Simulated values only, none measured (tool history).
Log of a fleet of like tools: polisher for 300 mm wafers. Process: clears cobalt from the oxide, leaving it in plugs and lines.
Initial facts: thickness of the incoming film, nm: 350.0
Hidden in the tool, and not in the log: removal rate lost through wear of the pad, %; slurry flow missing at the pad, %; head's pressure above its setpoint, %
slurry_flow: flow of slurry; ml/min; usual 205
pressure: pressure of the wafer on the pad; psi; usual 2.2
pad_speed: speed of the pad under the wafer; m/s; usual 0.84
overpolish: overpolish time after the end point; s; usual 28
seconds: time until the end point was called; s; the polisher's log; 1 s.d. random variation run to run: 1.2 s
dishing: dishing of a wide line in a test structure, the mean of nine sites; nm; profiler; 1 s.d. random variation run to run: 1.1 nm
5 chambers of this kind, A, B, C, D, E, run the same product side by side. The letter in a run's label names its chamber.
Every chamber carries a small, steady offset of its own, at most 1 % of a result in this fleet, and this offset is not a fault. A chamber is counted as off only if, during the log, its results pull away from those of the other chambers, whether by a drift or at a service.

| run | day | slurry_flow | pressure | pad_speed | overpolish | wafers polished on this pad | hours since the slurry nozzle was cleaned | hours since the head pressure was calibrated | seconds | dishing |
|---|---|---|---|---|---|---|---|---|---|---|
| 1A | 0.2 | 205 | 2.2 | 0.84 | 28 | 237 | 249.8 | 662.8 | 67.942 | 60.445 |
|  | 0.392 | chamber C: worn pad replaced by a new one |
| 2E | 0.4 | 205 | 2.2 | 0.84 | 28 | 293 | 350.5 | 923.1 | 64.033 | 59.415 |
| 3D | 0.525 | 205 | 2.2 | 0.84 | 28 | 633 | 109 | 211.8 | 66.617 | 60.311 |
| 4B | 0.733 | 205 | 2.2 | 0.84 | 28 | 495 | 181.5 | 72.9 | 66.837 | 60.031 |
| 5C | 0.829 | 205 | 2.2 | 0.84 | 28 | 113 | 144.5 | 158.4 | 64.365 | 60.911 |
|  | 0.946 | chamber A: slurry nozzle cleaned |
| 6C | 0.971 | 205 | 2.2 | 0.84 | 28 | 149 | 147.9 | 161.8 | 67.072 | 57.792 |
| 7A | 1.138 | 205 | 2.2 | 0.6 | 28 | 479 | 4.6 | 685.3 | 88.162 | 52.245 |
| 8D | 1.238 | 205 | 2.2 | 0.6 | 28 | 816 | 126.1 | 228.9 | 93.604 | 53.602 |
| 9E | 1.388 | 205 | 2.2 | 0.6 | 28 | 548 | 374.2 | 946.8 | 91.083 | 52.816 |
|  | 1.554 | chamber B: worn pad replaced by a new one |
| 10B | 1.554 | 205 | 2.2 | 0.6 | 28 | 0 | 201.2 | 92.6 | 93.575 | 53.149 |
| 11B | 1.65 | 205 | 2.2 | 0.6 | 28 | 25 | 203.5 | 94.9 | 90.569 | 53.451 |
|  | 1.742 | chamber D: worn pad replaced by a new one |
|  | 1.771 | chamber A: worn pad replaced by a new one |
| 12A | 1.792 | 205 | 2.2 | 0.84 | 28 | 6 | 20.3 | 701 | 65.871 | 59.977 |
| 13E | 1.904 | 205 | 2.2 | 0.84 | 28 | 681 | 386.6 | 959.2 | 66.615 | 56.513 |
| 14C | 2.075 | 205 | 2.2 | 0.84 | 28 | 434 | 174.4 | 188.3 | 64.884 | 59.288 |
| 15D | 2.242 | 205 | 2.4 | 0.84 | 28 | 129 | 150.2 | 253 | 60.476 | 60.235 |
| 16E | 2.45 | 205 | 2.4 | 0.84 | 28 | 822 | 399.7 | 972.3 | 61.501 | 59.404 |
| 17D | 2.579 | 205 | 2.4 | 0.84 | 28 | 216 | 158.3 | 261.1 | 61.067 | 61.961 |
| 18B | 2.754 | 205 | 2.4 | 0.84 | 28 | 310 | 230 | 121.4 | 60.157 | 59.164 |
| 19C | 2.962 | 205 | 2.4 | 0.84 | 28 | 663 | 195.7 | 209.6 | 61.829 | 60.902 |
|  | 2.967 | chamber C: worn pad replaced by a new one |
| 20A | 3.129 | 205 | 2.2 | 0.84 | 28 | 351 | 52.4 | 733.1 | 68.017 | 59.463 |
| 21C | 3.321 | 205 | 2.2 | 0.84 | 28 | 92 | 204.3 | 218.2 | 66.497 | 61.184 |
| 22D | 3.438 | 205 | 2.2 | 0.84 | 28 | 437 | 178.9 | 281.7 | 66.007 | 57.563 |
| 23E | 3.588 | 205 | 2.2 | 0.84 | 28 | 1115 | 427 | 999.6 | 67.047 | 60.553 |
| 24B | 3.771 | 205 | 2.2 | 0.84 | 28 | 572 | 254.4 | 145.8 | 65.081 | 58.353 |
| 25A | 3.867 | 205 | 2.2 | 0.84 | 28 | 541 | 70.1 | 750.8 | 65.966 | 58.216 |
| 26E | 4.046 | 205 | 2.2 | 0.84 | 28 | 1234 | 438 | 1010.6 | 65.486 | 61.27 |
| 27B | 4.221 | 205 | 2.2 | 0.84 | 28 | 688 | 265.2 | 156.6 | 68.074 | 57.409 |
|  | 4.25 | chamber A: worn pad replaced by a new one |
| 28D | 4.362 | 170 | 2.2 | 0.84 | 28 | 676 | 201.1 | 303.9 | 70.492 | 58.553 |
| 29A | 4.512 | 170 | 2.2 | 0.84 | 28 | 68 | 85.6 | 766.3 | 66.684 | 60.134 |
|  | 4.6 | chamber C: slurry nozzle cleaned |
| 30C | 4.617 | 170 | 2.2 | 0.84 | 28 | 426 | 0.4 | 249.3 | 65.371 | 58.384 |
| 31A | 4.717 | 170 | 2.2 | 0.84 | 28 | 121 | 90.5 | 771.2 | 67.477 | 57.416 |
| 32D | 4.883 | 170 | 2.2 | 0.84 | 28 | 810 | 213.6 | 316.4 | 66.58 | 59.535 |
| 33C | 5.054 | 205 | 2.2 | 0.84 | 28 | 539 | 10.9 | 259.8 | 64.461 | 58.609 |

Read the log: is a single chamber off, either drifting away or since a service, is the gauge that measures every chamber drifting, or is nothing wrong beyond small per-chamber offsets? Name any odd chamber and what most likely caused it.

Beyond each chamber's small constant offset nothing stands out, and the gauge stays steady.
